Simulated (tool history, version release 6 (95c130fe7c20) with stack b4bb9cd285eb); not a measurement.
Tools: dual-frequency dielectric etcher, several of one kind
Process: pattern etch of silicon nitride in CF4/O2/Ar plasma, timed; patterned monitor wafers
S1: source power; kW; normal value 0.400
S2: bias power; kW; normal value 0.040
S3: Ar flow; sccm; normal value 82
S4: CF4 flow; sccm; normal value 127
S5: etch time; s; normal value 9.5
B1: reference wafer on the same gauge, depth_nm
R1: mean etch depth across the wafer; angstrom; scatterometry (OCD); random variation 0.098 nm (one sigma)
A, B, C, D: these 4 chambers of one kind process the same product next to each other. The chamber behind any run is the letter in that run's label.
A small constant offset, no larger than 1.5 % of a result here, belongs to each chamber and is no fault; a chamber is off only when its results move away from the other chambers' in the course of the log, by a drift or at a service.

run    day     S1     S2   S3   S4   S5      B1      R1
 1A  0.192  0.400  0.040   82  127  9.5  15.085  145.59
 2C  0.400  0.400  0.040   82  127  9.5  15.107  143.34
 3D  0.575  0.400  0.040   82  127  9.5  15.106  142.16
 4B  0.800  0.400  0.040   82  127  9.5  15.100  143.82
 5C  1.025  0.400  0.040   82  127  9.5  15.113  144.19
 6B  1.254  0.400  0.040   82  127  9.5  15.124  142.29
 7A  1.492  0.400  0.040   82  127  9.5  15.094  145.87
 8D  1.650  0.400  0.040   82  127  9.5  15.095  145.05
 9B  1.871  0.400  0.040   82  127  9.5  15.109  141.88
10D  2.125  0.400  0.040   82  127  9.5  15.093  144.61
     2.225  -- chamber C: wet clean of the chamber
11A  2.271  0.400  0.040   82  127  9.5  15.101  143.46
12C  2.508  0.400  0.040   82  127  9.5  15.102  144.43
13B  2.721  0.400  0.040   82  127  9.5  15.100  143.33
14C  2.842  0.400  0.040   82  127  9.5  15.106  144.05
15D  3.050  0.400  0.040   82  127  9.5  15.109  144.93
16A  3.179  0.400  0.040   82  127  9.5  15.116  145.90
17D  3.321  0.400  0.040   82  127  9.5  15.097  143.60
     3.388  -- chamber B: wet clean of the chamber
18B  3.521  0.400  0.040   82  127  9.5  15.114  137.08
19C  3.667  0.400  0.040   82  127  9.5  15.090  144.16
20A  3.867  0.400  0.040   82  127  9.5  15.111  146.41
21B  4.038  0.400  0.040   82  127  9.5  15.093  136.94
22C  4.154  0.400  0.040   82  127  9.5  15.093  142.54
23D  4.304  0.400  0.040   82  127  9.5  15.089  143.85
24A  4.467  0.400  0.040   82  127  9.5  15.086  147.25
25B  4.671  0.400  0.040   82  127  9.5  15.106  136.24
26C  4.821  0.400  0.040   82  127  9.5  15.107  143.27
27D  5.042  0.400  0.040   82  127  9.5  15.118  145.47
28A  5.158  0.330  0.040   82  127  9.5  15.090  122.60
29C  5.283  0.330  0.040   82  127  9.5  15.099  120.39
30D  5.521  0.330  0.040   82  127  9.5  15.092  121.22
31B  5.717  0.330  0.040   82  127  9.5  15.137  114.85
32A  5.954  0.400  0.040   82  127  9.5  15.105  144.14
33C  6.196  0.400  0.040   82  127  9.5  15.114  144.59
34D  6.442  0.400  0.040  101  127  9.5  15.109  141.62
35A  6.692  0.400  0.040  101  127  9.5  15.119  141.87
36B  6.883  0.400  0.040  101  127  9.5  15.085  133.28
37A  7.117  0.400  0.040  101  127  9.5  15.100  141.63
38B  7.342  0.400  0.040   82  127  9.5  15.101  136.55
39C  7.479  0.400  0.040   82  147  9.5  15.120  145.77
40D  7.650  0.400  0.040   82  147  9.5  15.090  146.59
41D  7.779  0.400  0.040   82  147  9.5  15.118  145.11
42B  7.925  0.400  0.040   82  147  9.5  15.085  139.19

Next, every chamber runs the same settings. What will each give?
43A  8.108  0.400  0.040  82  127  9.5       ?
43B  8.108  0.400  0.040  82  127  9.5       ?
43C  8.108  0.400  0.040  82  127  9.5       ?
43D  8.108  0.400  0.040  82  127  9.5       ?

run      R1
43A  145.71
43B  135.36
43C  144.60
43D  144.39
